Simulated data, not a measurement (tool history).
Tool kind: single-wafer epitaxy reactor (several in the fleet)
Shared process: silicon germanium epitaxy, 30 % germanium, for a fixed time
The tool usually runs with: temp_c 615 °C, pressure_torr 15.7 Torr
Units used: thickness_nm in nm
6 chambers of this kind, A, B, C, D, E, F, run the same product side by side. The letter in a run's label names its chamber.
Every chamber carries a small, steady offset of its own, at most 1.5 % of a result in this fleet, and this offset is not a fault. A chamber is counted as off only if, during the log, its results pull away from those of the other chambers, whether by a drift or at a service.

run     day  temp_c  pressure_torr  read-back reference wafer on the same gauge, thickness_nm  thickness_nm
 1A   0.508     615           15.7                                                     62.012        70.352
 2F   0.758     615           15.7                                                     62.015        69.710
 3E   1.092     615           15.7                                                     62.022        70.623
 4D   1.362     615           15.7                                                     62.039        69.423
 5B   1.688     615           15.7                                                     62.036        69.858
 6C   2.092     615           15.7                                                     62.028        71.107
 7E   2.592     615           15.7                                                     62.040        70.475
 8A   3.117     615           15.7                                                     62.054        70.295
 9C   3.500     615           17.5                                                     62.072        74.308
10B   3.779     615           17.5                                                     62.071        72.972
11D   4.146     615           17.5                                                     62.069        72.465
12F   4.404     615           17.5                                                     62.079        72.735
13C   4.854     615           17.5                                                     62.079        74.362
14F   5.300     615           17.5                                                     62.105        72.820
15D   5.533     615           15.7                                                     62.096        69.422
16B   5.883     604           15.7                                                     62.100        57.643
17A   6.262     604           15.7                                                     62.104        58.036
18E   6.538     604           15.7                                                     62.105        57.844
19B   6.850     604           15.7                                                     62.119        57.695
20C   7.096     604           15.7                                                     62.137        58.821
21A   7.388     604           15.7                                                     62.131        57.882
22F   7.704     615           15.7                                                     62.124        69.881
23E   8.079     615           15.7                                                     62.143        70.673
24D   8.333     615           15.7                                                     62.142        69.672
25F   8.712     602           13.4                                                     62.157        52.020
26D   9.150     602           13.4                                                     62.152        51.577
27C   9.550     602           13.4                                                     62.168        53.426
28E   9.912     602           13.4                                                     62.145        52.420
29A  10.379     602           13.4                                                     62.194        52.446
30B  10.712     602           13.4                                                     62.171        52.178
     10.992  -- chamber E: capacitance manometer re-zeroed and calibrated
31F  11.188     615           15.7                                                     62.179        69.954
32C  11.567     615           15.7                                                     62.194        71.387
33E  11.958     615           15.7                                                     62.205        70.653
34A  12.225     615           15.7                                                     62.205        70.517
35B  12.488     615           15.7                                                     62.224        70.039
36D  12.967     615           15.7                                                     62.225        69.627
37A  13.250     615           15.7                                                     62.225        70.509
38F  13.629     615           15.7                                                     62.237        69.946
39D  14.033     615           15.7                                                     62.262        69.626
40B  14.358     602           14.2                                                     62.263        53.578
41E  14.712     602           14.2                                                     62.263        53.667
42C  15.192     602           14.2                                                     62.273        54.712
43B  15.625     602           14.2                                                     62.280        53.522
44F  16.000     602           14.2                                                     62.266        53.371

Each of the 6 chambers runs these same settings next. Fill in every chamber's results:
45A  16.383     615           15.7                                                                        ?
45B  16.383     615           15.7                                                                        ?
45C  16.383     615           15.7                                                                        ?
45D  16.383     615           15.7                                                                        ?
45E  16.383     615           15.7                                                                        ?
45F  16.383     615           15.7                                                                        ?

run  thickness_nm
45A        70.652
45B        70.125
45C        71.550
45D        69.575
45E        70.907
45F        69.937
